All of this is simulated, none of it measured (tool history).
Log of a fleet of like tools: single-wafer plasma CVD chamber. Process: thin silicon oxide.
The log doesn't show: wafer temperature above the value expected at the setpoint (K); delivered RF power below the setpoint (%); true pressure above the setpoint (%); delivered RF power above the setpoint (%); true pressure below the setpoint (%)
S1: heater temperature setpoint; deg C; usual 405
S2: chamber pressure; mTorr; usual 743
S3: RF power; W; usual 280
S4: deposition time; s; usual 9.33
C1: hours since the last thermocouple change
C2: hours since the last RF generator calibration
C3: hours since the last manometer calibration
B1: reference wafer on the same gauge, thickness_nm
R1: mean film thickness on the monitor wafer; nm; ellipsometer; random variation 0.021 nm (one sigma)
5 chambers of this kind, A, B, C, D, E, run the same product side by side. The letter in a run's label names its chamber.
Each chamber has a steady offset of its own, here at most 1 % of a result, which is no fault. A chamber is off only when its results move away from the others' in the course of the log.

run	hour	S1	S2	S3	S4	C1	C2	C3	B1	R1
1C	12.8	405	743	280	9.33	881.6	1847.8	1035.7	14.704	15.429
2D	19.5	405	743	280	9.33	680.3	367.2	446.4	14.704	15.654
3E	26.4	405	743	280	9.33	1790.1	1303.4	1142	14.704	15.48
4B	38.3	405	743	280	9.33	879.4	987.1	94	14.709	15.5
5A	47.5	405	743	280	9.33	1450.2	379.1	566.5	14.711	15.526
6D	54.1	394	743	280	8.75	714.9	401.8	481	14.712	14.745
7A	67.7	394	743	280	8.75	1470.4	399.3	586.7	14.72	14.71
8B	78.2	394	743	280	8.75	919.3	1027	133.9	14.721	14.632
9C	91.8	394	743	280	8.75	960.6	1926.8	1114.7	14.724	14.603
10E	105.1	394	743	280	8.75	1868.8	1382.1	1220.7	14.73	14.632
11C	118.9	419	743	235	9.33	987.7	1953.9	1141.8	14.732	14.139
# hour 128.3: chamber E: thermocouple changed; heater temperature recalibrated
12A	131	419	743	235	9.33	1533.7	462.6	650	14.732	14.298
13B	137.6	419	743	235	9.33	978.7	1086.4	193.3	14.729	14.245
14D	147.3	419	743	235	9.33	808.1	495	574.2	14.737	14.333
15E	156	419	743	235	9.33	27.8	1433	1271.6	14.742	14.219
16C	166.8	405	743	280	9.33	1035.6	2001.8	1189.7	14.742	15.466
17B	176.5	405	743	280	9.33	1017.6	1125.3	232.2	14.747	15.518
18E	187.2	405	743	280	9.33	59	1464.2	1302.8	14.751	15.537
19D	193.4	419	743	250	9.33	854.2	541.1	620.3	14.754	14.766
20A	206.6	419	743	250	9.33	1609.3	538.2	725.6	14.763	14.709
21C	212.9	419	743	250	9.33	1081.7	2047.9	1235.8	14.757	14.573
# hour 223.2: chamber C: capacitance manometer re-zeroed and calibrated
22E	226.7	419	743	250	9.33	98.5	1503.7	1342.3	14.758	14.637
23B	233.4	419	743	250	9.33	1074.5	1182.2	289.1	14.759	14.67
24A	243.4	405	573	280	9.33	1646.1	575	762.4	14.763	11.865
25D	250.9	405	573	280	9.33	911.7	598.6	677.8	14.771	11.851
26A	257.7	405	573	280	9.33	1660.4	589.3	776.7	14.77	11.855
27C	271	405	573	280	9.33	1139.8	2106	47.9	14.768	11.779
28E	282.8	405	573	280	9.33	154.6	1559.8	1398.4	14.772	11.803
29B	290.5	405	743	280	9.33	1131.6	1239.3	346.2	14.777	15.574
30D	297.6	405	743	280	9.33	958.4	645.3	724.5	14.783	15.692

Is one chamber off against the others, does the gauge drift, or is nothing wrong? If a chamber is off, say which, and what the likeliest cause is.

The gauge drifts, so all chambers seem to drift together. No chamber is off.
Cause: gauge reads high (%) = 0.558.
